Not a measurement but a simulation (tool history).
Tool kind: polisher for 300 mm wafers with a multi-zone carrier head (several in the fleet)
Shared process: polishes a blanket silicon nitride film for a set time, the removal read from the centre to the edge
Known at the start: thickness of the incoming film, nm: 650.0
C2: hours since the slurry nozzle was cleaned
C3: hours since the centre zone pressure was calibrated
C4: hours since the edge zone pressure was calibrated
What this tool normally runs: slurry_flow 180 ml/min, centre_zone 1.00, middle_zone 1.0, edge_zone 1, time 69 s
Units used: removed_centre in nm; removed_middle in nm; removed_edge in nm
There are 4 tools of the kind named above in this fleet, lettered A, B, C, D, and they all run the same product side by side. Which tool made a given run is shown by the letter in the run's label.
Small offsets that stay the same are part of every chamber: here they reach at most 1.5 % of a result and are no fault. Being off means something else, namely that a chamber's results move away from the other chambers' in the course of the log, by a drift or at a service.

At hour 1.8: chamber C: worn pad replaced by a new one.
Run 1B, hour 4.8: usual settings; wafers polished on this pad 154; C2 89.5; C3 684.4; C4 641.4. Result: removed_centre 79.334 nm, removed_middle 78.750 nm, removed_edge 79.263 nm.
Run 2C, hour 9.2: usual settings; wafers polished on this pad 110; C2 479.0; C3 1175.0; C4 208.8. Result: removed_centre 78.786 nm, removed_middle 80.184 nm, removed_edge 78.272 nm.
Run 3D, hour 13.5: usual settings; wafers polished on this pad 258; C2 450.2; C3 1073.9; C4 317.9. Result: removed_centre 79.099 nm, removed_middle 77.542 nm, removed_edge 79.277 nm.
Run 4A, hour 17.7: usual settings; wafers polished on this pad 1182; C2 258.2; C3 100.6; C4 685.4. Result: removed_centre 78.750 nm, removed_middle 78.818 nm, removed_edge 78.579 nm.
At hour 20.0: chamber A: worn pad replaced by a new one.
Run 5D, hour 21.2: usual settings; wafers polished on this pad 372; C2 457.9; C3 1081.6; C4 325.6. Result: removed_centre 80.037 nm, removed_middle 77.097 nm, removed_edge 78.788 nm.
Run 6A, hour 25.4: usual settings; wafers polished on this pad 80; C2 265.9; C3 108.3; C4 693.1. Result: removed_centre 78.816 nm, removed_middle 77.743 nm, removed_edge 78.174 nm.
Run 7C, hour 30.6: usual settings; wafers polished on this pad 427; C2 500.4; C3 1196.4; C4 230.2. Result: removed_centre 79.652 nm, removed_middle 81.125 nm, removed_edge 78.230 nm.
Run 8B, hour 34.2: usual settings; wafers polished on this pad 589; C2 118.9; C3 713.8; C4 670.8. Result: removed_centre 79.030 nm, removed_middle 79.079 nm, removed_edge 79.707 nm.
At hour 35.5: chamber C: worn pad replaced by a new one.
Run 9A, hour 40.4: usual settings; wafers polished on this pad 302; C2 280.9; C3 123.3; C4 708.1. Result: removed_centre 79.507 nm, removed_middle 80.497 nm, removed_edge 78.609 nm.
At hour 41.8: chamber D: slurry nozzle cleaned.
Run 10C, hour 43.6: usual settings; wafers polished on this pad 120; C2 513.4; C3 1209.4; C4 243.2. Result: removed_centre 79.128 nm, removed_middle 79.976 nm, removed_edge 78.351 nm.
Run 11D, hour 47.6: usual settings; wafers polished on this pad 763; C2 5.9; C3 1108.0; C4 352.0. Result: removed_centre 79.328 nm, removed_middle 77.707 nm, removed_edge 79.672 nm.
At hour 47.9: chamber D: centre zone pressure recalibrated.
At hour 48.9: chamber B: worn pad replaced by a new one.
Run 12B, hour 51.1: usual settings but slurry_flow 145 ml/min, centre_zone 1.08; wafers polished on this pad 32; C2 135.8; C3 730.7; C4 687.7. Result: removed_centre 82.151 nm, removed_middle 77.709 nm, removed_edge 77.055 nm.
Run 13A, hour 55.2: usual settings but slurry_flow 145 ml/min, centre_zone 1.08; wafers polished on this pad 521; C2 295.7; C3 138.1; C4 722.9. Result: removed_centre 81.867 nm, removed_middle 74.681 nm, removed_edge 76.230 nm.
Run 14C, hour 60.5: usual settings but slurry_flow 145 ml/min, centre_zone 1.08; wafers polished on this pad 370; C2 530.3; C3 1226.3; C4 260.1. Result: removed_centre 82.013 nm, removed_middle 76.680 nm, removed_edge 76.719 nm.
Run 15D, hour 66.1: usual settings but slurry_flow 145 ml/min, centre_zone 1.08; wafers polished on this pad 1037; C2 24.4; C3 18.2; C4 370.5. Result: removed_centre 82.531 nm, removed_middle 74.677 nm, removed_edge 77.603 nm.
At hour 71.4: chamber C: worn pad replaced by a new one.
Run 16B, hour 72.5: usual settings; wafers polished on this pad 349; C2 157.2; C3 752.1; C4 709.1. Result: removed_centre 78.907 nm, removed_middle 79.161 nm, removed_edge 78.888 nm.
At hour 72.8: chamber D: worn pad replaced by a new one.
Run 17A, hour 78.4: usual settings; wafers polished on this pad 864; C2 318.9; C3 161.3; C4 746.1. Result: removed_centre 79.866 nm, removed_middle 79.577 nm, removed_edge 78.920 nm.
Run 18B, hour 81.9: usual settings; wafers polished on this pad 488; C2 166.6; C3 761.5; C4 718.5. Result: removed_centre 80.081 nm, removed_middle 79.433 nm, removed_edge 79.102 nm.
Run 19D, hour 88.0: usual settings; wafers polished on this pad 226; C2 46.3; C3 40.1; C4 392.4. Result: removed_centre 78.639 nm, removed_middle 79.043 nm, removed_edge 79.788 nm.
Run 20C, hour 93.3: usual settings; wafers polished on this pad 325; C2 563.1; C3 1259.1; C4 292.9. Result: removed_centre 79.817 nm, removed_middle 76.764 nm, removed_edge 77.260 nm.
Run 21D, hour 96.5: usual settings; wafers polished on this pad 352; C2 54.8; C3 48.6; C4 400.9. Result: removed_centre 78.787 nm, removed_middle 79.685 nm, removed_edge 79.023 nm.
At hour 96.7: chamber B: worn pad replaced by a new one.
Run 22A, hour 99.8: usual settings; wafers polished on this pad 1181; C2 340.3; C3 182.7; C4 767.5. Result: removed_centre 79.448 nm, removed_middle 80.396 nm, removed_edge 78.792 nm.
Run 23C, hour 103.5: usual settings; wafers polished on this pad 476; C2 573.3; C3 1269.3; C4 303.1. Result: removed_centre 79.808 nm, removed_middle 79.909 nm, removed_edge 77.834 nm.
At hour 109.1: chamber A: worn pad replaced by a new one.
Run 24B, hour 110.1: usual settings; wafers polished on this pad 199; C2 194.8; C3 789.7; C4 746.7. Result: removed_centre 78.411 nm, removed_middle 79.224 nm, removed_edge 79.021 nm.
At hour 115.1: chamber C: worn pad replaced by a new one.
Run 25D, hour 116.6: usual settings; wafers polished on this pad 649; C2 74.9; C3 68.7; C4 421.0. Result: removed_centre 80.159 nm, removed_middle 79.188 nm, removed_edge 79.264 nm.
At hour 116.9: chamber C: centre zone pressure recalibrated.
Run 26A, hour 119.8: usual settings but middle_zone 1.1, time 60 s; wafers polished on this pad 158; C2 360.3; C3 202.7; C4 787.5. Result: removed_centre 69.053 nm, removed_middle 75.654 nm, removed_edge 68.566 nm.
Run 27C, hour 125.6: usual settings but middle_zone 1.1, time 60 s; wafers polished on this pad 155; C2 595.4; C3 8.8; C4 325.2. Result: removed_centre 68.212 nm, removed_middle 74.600 nm, removed_edge 67.660 nm.
Run 28B, hour 129.4: usual settings but middle_zone 1.1, time 60 s; wafers polished on this pad 485; C2 214.1; C3 809.0; C4 766.0. Result: removed_centre 68.819 nm, removed_middle 76.708 nm, removed_edge 69.267 nm.
Run 29A, hour 134.8: usual settings but middle_zone 1.1, time 60 s; wafers polished on this pad 380; C2 375.3; C3 217.7; C4 802.5. Result: removed_centre 69.773 nm, removed_middle 73.542 nm, removed_edge 68.476 nm.
Run 30D, hour 138.5: usual settings; wafers polished on this pad 973; C2 96.8; C3 90.6; C4 442.9. Result: removed_centre 79.092 nm, removed_middle 79.094 nm, removed_edge 78.150 nm.
Run 31C, hour 141.5: usual settings; wafers polished on this pad 391; C2 611.3; C3 24.7; C4 341.1. Result: removed_centre 78.655 nm, removed_middle 80.453 nm, removed_edge 79.241 nm.
Run 32B, hour 148.3: usual settings; wafers polished on this pad 764; C2 233.0; C3 827.9; C4 784.9. Result: removed_centre 79.665 nm, removed_middle 79.524 nm, removed_edge 79.733 nm.
At hour 151.2: chamber B: worn pad replaced by a new one.
Run 33A, hour 154.9: usual settings; wafers polished on this pad 678; C2 395.4; C3 237.8; C4 822.6. Result: removed_centre 79.082 nm, removed_middle 80.908 nm, removed_edge 78.799 nm.
At hour 155.0: chamber C: worn pad replaced by a new one.
At hour 160.2: chamber D: worn pad replaced by a new one.
Run 34D, hour 160.5: usual settings; wafers polished on this pad 4; C2 118.8; C3 112.6; C4 464.9. Result: removed_centre 79.300 nm, removed_middle 79.496 nm, removed_edge 78.808 nm.
Run 35B, hour 163.5: usual settings but slurry_flow 145 ml/min; wafers polished on this pad 183; C2 248.2; C3 843.1; C4 800.1. Result: removed_centre 75.254 nm, removed_middle 77.960 nm, removed_edge 76.745 nm.
Run 36C, hour 168.2: usual settings but slurry_flow 145 ml/min; wafers polished on this pad 196; C2 638.0; C3 51.4; C4 367.8. Result: removed_centre 76.365 nm, removed_middle 76.817 nm, removed_edge 76.937 nm.
Run 37C, hour 173.0: usual settings but slurry_flow 145 ml/min; wafers polished on this pad 267; C2 642.8; C3 56.2; C4 372.6. Result: removed_centre 75.854 nm, removed_middle 75.178 nm, removed_edge 76.412 nm.
Run 38D, hour 179.2: usual settings but slurry_flow 145 ml/min; wafers polished on this pad 281; C2 137.5; C3 131.3; C4 483.6. Result: removed_centre 76.693 nm, removed_middle 74.823 nm, removed_edge 75.900 nm.

All 4 chambers run these settings next. Forecast each chamber's results:
Run 39A, hour 184.1: usual settings. Result: removed_centre ?, removed_middle ?, removed_edge ?.
Run 39B, hour 184.1: usual settings. Result: removed_centre ?, removed_middle ?, removed_edge ?.
Run 39C, hour 184.1: usual settings. Result: removed_centre ?, removed_middle ?, removed_edge ?.
Run 39D, hour 184.1: usual settings. Result: removed_centre ?, removed_middle ?, removed_edge ?.

run  removed_centre  removed_middle  removed_edge
39A          79.785          79.693        77.535
39B          79.947          78.355        79.241
39C          78.631          78.799        78.490
39D          79.306          78.919        79.840
